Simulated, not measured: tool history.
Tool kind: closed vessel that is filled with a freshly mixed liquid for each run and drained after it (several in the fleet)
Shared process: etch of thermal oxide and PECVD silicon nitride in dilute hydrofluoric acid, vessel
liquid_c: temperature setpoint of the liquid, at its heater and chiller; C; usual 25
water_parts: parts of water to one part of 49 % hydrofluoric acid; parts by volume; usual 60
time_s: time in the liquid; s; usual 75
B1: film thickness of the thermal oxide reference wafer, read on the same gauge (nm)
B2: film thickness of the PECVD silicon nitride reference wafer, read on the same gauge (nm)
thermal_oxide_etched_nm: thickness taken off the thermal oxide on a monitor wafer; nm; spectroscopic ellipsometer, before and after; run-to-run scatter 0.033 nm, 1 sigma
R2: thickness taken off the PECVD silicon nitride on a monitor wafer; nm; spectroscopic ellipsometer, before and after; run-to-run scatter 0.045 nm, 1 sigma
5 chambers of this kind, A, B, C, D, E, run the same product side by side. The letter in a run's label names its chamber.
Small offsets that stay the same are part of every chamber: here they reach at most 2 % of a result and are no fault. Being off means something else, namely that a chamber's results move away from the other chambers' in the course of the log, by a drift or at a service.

run 1A day=0.308 | liquid_c=25 water_parts=60 time_s=75 | B1=50.009 B2=39.978 | thermal_oxide_etched_nm=6.2524 R2=6.761
run 2D day=0.525 | liquid_c=25 water_parts=60 time_s=75 | B1=49.997 B2=39.937 | thermal_oxide_etched_nm=6.2625 R2=6.7491
run 3E day=0.717 | liquid_c=25 water_parts=60 time_s=75 | B1=50.008 B2=39.986 | thermal_oxide_etched_nm=6.3798 R2=6.6463
run 4C day=1.017 | liquid_c=25 water_parts=60 time_s=75 | B1=50.005 B2=39.995 | thermal_oxide_etched_nm=6.294 R2=6.6768
run 5B day=1.3 | liquid_c=25 water_parts=60 time_s=75 | B1=49.996 B2=40.017 | thermal_oxide_etched_nm=6.2623 R2=6.7321
run 6C day=1.596 | liquid_c=25 water_parts=60 time_s=75 | B1=50.009 B2=40.011 | thermal_oxide_etched_nm=6.3319 R2=6.6539
run 7A day=1.942 | liquid_c=25 water_parts=60 time_s=75 | B1=50.002 B2=39.989 | thermal_oxide_etched_nm=6.2493 R2=6.7781
run 8B day=2.192 | liquid_c=25 water_parts=60 time_s=75 | B1=50.007 B2=40.015 | thermal_oxide_etched_nm=6.319 R2=6.7084
run 9D day=2.483 | liquid_c=25 water_parts=60 time_s=75 | B1=49.994 B2=39.971 | thermal_oxide_etched_nm=6.3205 R2=6.7422
run 10E day=2.817 | liquid_c=25 water_parts=60 time_s=75 | B1=49.987 B2=40.014 | thermal_oxide_etched_nm=6.3892 R2=6.6125
run 11D day=3.029 | liquid_c=25 water_parts=60 time_s=35 | B1=50.011 B2=39.973 | thermal_oxide_etched_nm=2.9478 R2=3.122
run 12E day=3.288 | liquid_c=25 water_parts=60 time_s=35 | B1=49.99 B2=39.979 | thermal_oxide_etched_nm=3.0016 R2=3.0702
run 13B day=3.462 | liquid_c=25 water_parts=60 time_s=35 | B1=49.986 B2=40.001 | thermal_oxide_etched_nm=2.9347 R2=3.1251
-- day=3.596 chamber A: hydrofluoric acid flow meter replaced
run 14C day=3.667 | liquid_c=25 water_parts=60 time_s=35 | B1=50.012 B2=40.026 | thermal_oxide_etched_nm=2.9459 R2=3.1157
run 15A day=3.85 | liquid_c=25 water_parts=60 time_s=35 | B1=49.992 B2=39.997 | thermal_oxide_etched_nm=2.937 R2=3.1519
run 16C day=4.158 | liquid_c=25 water_parts=75 time_s=115 | B1=49.996 B2=40.026 | thermal_oxide_etched_nm=7.5768 R2=8.1788
run 17B day=4.433 | liquid_c=25 water_parts=75 time_s=115 | B1=50.004 B2=39.985 | thermal_oxide_etched_nm=7.565 R2=8.2766
run 18E day=4.621 | liquid_c=25 water_parts=75 time_s=115 | B1=49.993 B2=39.994 | thermal_oxide_etched_nm=7.7 R2=8.2649
run 19D day=4.967 | liquid_c=25 water_parts=75 time_s=115 | B1=49.987 B2=40.016 | thermal_oxide_etched_nm=7.5212 R2=8.3728
run 20A day=5.171 | liquid_c=25 water_parts=75 time_s=115 | B1=49.998 B2=40.056 | thermal_oxide_etched_nm=7.5675 R2=8.2703
-- day=5.283 chamber B: hydrofluoric acid flow meter replaced
run 21E day=5.517 | liquid_c=25 water_parts=60 time_s=75 | B1=49.98 B2=39.991 | thermal_oxide_etched_nm=6.4412 R2=6.664
run 22A day=5.804 | liquid_c=25 water_parts=60 time_s=75 | B1=50.006 B2=40.003 | thermal_oxide_etched_nm=6.2697 R2=6.6872
run 23C day=6.154 | liquid_c=25 water_parts=60 time_s=75 | B1=50.002 B2=40 | thermal_oxide_etched_nm=6.2505 R2=6.5912
run 24D day=6.329 | liquid_c=25 water_parts=35 time_s=75 | B1=50.009 B2=40.013 | thermal_oxide_etched_nm=11.137 R2=11.419
run 25B day=6.592 | liquid_c=25 water_parts=35 time_s=75 | B1=49.992 B2=40.023 | thermal_oxide_etched_nm=11.24 R2=11.418
run 26B day=6.912 | liquid_c=25 water_parts=35 time_s=75 | B1=49.992 B2=39.997 | thermal_oxide_etched_nm=11.134 R2=11.442
run 27C day=7.196 | liquid_c=25 water_parts=35 time_s=75 | B1=49.991 B2=39.986 | thermal_oxide_etched_nm=11.075 R2=11.226
run 28D day=7.383 | liquid_c=25 water_parts=35 time_s=75 | B1=50.014 B2=39.982 | thermal_oxide_etched_nm=11.075 R2=11.369
run 29E day=7.675 | liquid_c=25 water_parts=60 time_s=75 | B1=50.019 B2=40.015 | thermal_oxide_etched_nm=6.4037 R2=6.7315
run 30A day=7.996 | liquid_c=25 water_parts=60 time_s=75 | B1=50.004 B2=39.923 | thermal_oxide_etched_nm=6.303 R2=6.7484
run 31C day=8.283 | liquid_c=25 water_parts=60 time_s=75 | B1=50.007 B2=40.013 | thermal_oxide_etched_nm=6.3111 R2=6.7639
run 32E day=8.479 | liquid_c=25 water_parts=60 time_s=90 | B1=50.001 B2=39.964 | thermal_oxide_etched_nm=7.7518 R2=7.9951
run 33A day=8.75 | liquid_c=25 water_parts=60 time_s=90 | B1=49.993 B2=40.038 | thermal_oxide_etched_nm=7.5368 R2=8.0334
run 34B day=9.058 | liquid_c=25 water_parts=60 time_s=90 | B1=50.014 B2=39.991 | thermal_oxide_etched_nm=7.6481 R2=8.0533
run 35D day=9.292 | liquid_c=25 water_parts=60 time_s=90 | B1=49.992 B2=40.026 | thermal_oxide_etched_nm=7.5237 R2=8.0319
run 36E day=9.542 | liquid_c=25 water_parts=60 time_s=90 | B1=50.008 B2=40.015 | thermal_oxide_etched_nm=7.6529 R2=8.1148
run 37C day=9.867 | liquid_c=25 water_parts=60 time_s=75 | B1=49.986 B2=40.031 | thermal_oxide_etched_nm=6.3017 R2=6.7555
run 38A day=10.067 | liquid_c=25 water_parts=60 time_s=75 | B1=50.003 B2=39.991 | thermal_oxide_etched_nm=6.217 R2=6.7956
run 39D day=10.417 | liquid_c=25 water_parts=60 time_s=75 | B1=49.994 B2=39.991 | thermal_oxide_etched_nm=6.3432 R2=6.7334
run 40B day=10.675 | liquid_c=25 water_parts=60 time_s=75 | B1=50.004 B2=39.925 | thermal_oxide_etched_nm=6.2806 R2=6.6418
run 41E day=10.929 | liquid_c=25 water_parts=60 time_s=75 | B1=50.001 B2=39.961 | thermal_oxide_etched_nm=6.3621 R2=6.6483
run 42A day=11.229 | liquid_c=25 water_parts=60 time_s=75 | B1=50.015 B2=39.988 | thermal_oxide_etched_nm=6.3129 R2=6.7442

All chambers now run identical settings, listed one chamber a line with results as question marks. What results will each chamber show?
run 43A day=11.483 | liquid_c=25 water_parts=60 time_s=75 | thermal_oxide_etched_nm=? R2=?
run 43B day=11.483 | liquid_c=25 water_parts=60 time_s=75 | thermal_oxide_etched_nm=? R2=?
run 43C day=11.483 | liquid_c=25 water_parts=60 time_s=75 | thermal_oxide_etched_nm=? R2=?
run 43D day=11.483 | liquid_c=25 water_parts=60 time_s=75 | thermal_oxide_etched_nm=? R2=?
run 43E day=11.483 | liquid_c=25 water_parts=60 time_s=75 | thermal_oxide_etched_nm=? R2=?

run=43A thermal_oxide_etched_nm=6.2812 R2=6.6229
run=43B thermal_oxide_etched_nm=6.3366 R2=6.7504
run=43C thermal_oxide_etched_nm=6.35 R2=6.6232
run=43D thermal_oxide_etched_nm=6.2833 R2=6.6983
run=43E thermal_oxide_etched_nm=6.3955 R2=6.7138

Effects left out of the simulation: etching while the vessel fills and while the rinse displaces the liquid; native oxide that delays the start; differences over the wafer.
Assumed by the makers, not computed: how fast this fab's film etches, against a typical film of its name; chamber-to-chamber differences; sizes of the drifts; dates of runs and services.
